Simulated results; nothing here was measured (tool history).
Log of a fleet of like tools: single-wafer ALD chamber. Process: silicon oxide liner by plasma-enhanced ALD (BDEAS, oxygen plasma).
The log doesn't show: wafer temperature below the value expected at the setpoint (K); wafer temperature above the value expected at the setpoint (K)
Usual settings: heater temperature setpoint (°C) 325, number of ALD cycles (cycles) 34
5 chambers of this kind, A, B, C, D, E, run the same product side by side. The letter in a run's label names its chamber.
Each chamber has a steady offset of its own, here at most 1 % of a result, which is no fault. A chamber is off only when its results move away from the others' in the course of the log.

run,hour,heater temperature setpoint (°C),number of ALD cycles (cycles),hours since the last thermocouple change,"read-back reference wafer on the same gauge, thickness_nm",mean film thickness on the monitor wafer (nm)
1C,3.0,325,34,512.3,2.7799,3.0582
2E,5.3,325,34,950.7,2.7772,3.0335
3A,8.3,325,34,1251.1,2.7791,3.0437
4B,12.7,325,34,1005.5,2.7790,3.0458
5D,15.1,325,34,16.3,2.7806,3.0497
6B,19.0,325,34,1011.8,2.7791,3.0351
7C,21.4,325,34,530.7,2.7783,3.0912
8A,23.4,325,34,1266.2,2.7788,3.0452
9D,27.0,325,27,28.2,2.7804,2.4218
10E,29.5,325,27,974.9,2.7790,2.4154
11C,31.6,325,27,540.9,2.7804,2.4502
12B,34.4,325,27,1027.2,2.7792,2.4117
13A,38.0,325,27,1280.8,2.7804,2.4200
14E,40.8,325,34,986.2,2.7807,3.0524
15D,43.6,325,34,44.8,2.7799,3.0435
16B,46.8,325,38,1039.6,2.7788,3.3984
17C,49.6,325,38,558.9,2.7816,3.4461
18D,51.8,325,38,53.0,2.7809,3.3897
19A,53.9,325,38,1296.7,2.7804,3.3938
20E,57.0,325,38,1002.4,2.7793,3.4090
21D,60.0,325,34,61.2,2.7793,3.0598
22B,62.9,325,34,1055.7,2.7800,3.0368
23A,66.1,325,34,1308.9,2.7785,3.0277
24C,68.6,325,34,577.9,2.7793,3.0791
25E,71.8,325,34,1017.2,2.7781,3.0456
26B,74.7,338,39,1067.5,2.7794,3.4351
27E,77.9,338,39,1023.3,2.7808,3.4284
28C,81.2,338,39,590.5,2.7796,3.4483
29D,84.7,338,39,85.9,2.7813,3.4462
30A,86.9,338,39,1329.7,2.7796,3.4078
31E,91.1,325,34,1036.5,2.7797,3.0479
32C,94.1,325,34,603.4,2.7785,3.0547
33B,98.1,325,34,1090.9,2.7804,3.0442
34D,100.1,325,34,101.3,2.7809,3.0514
35A,102.6,325,34,1345.4,2.7807,3.0363
36D,104.8,325,34,106.0,2.7786,3.0474
37E,109.0,325,34,1054.4,2.7794,3.0398
38A,111.6,325,34,1354.4,2.7795,3.0297

What goes on in this fleet: one chamber off, a drifting gauge, or nothing beyond the chambers' own small offsets? Name the chamber and the cause, if any.

No chamber stands off beyond its own small offset, and the gauge holds steady.
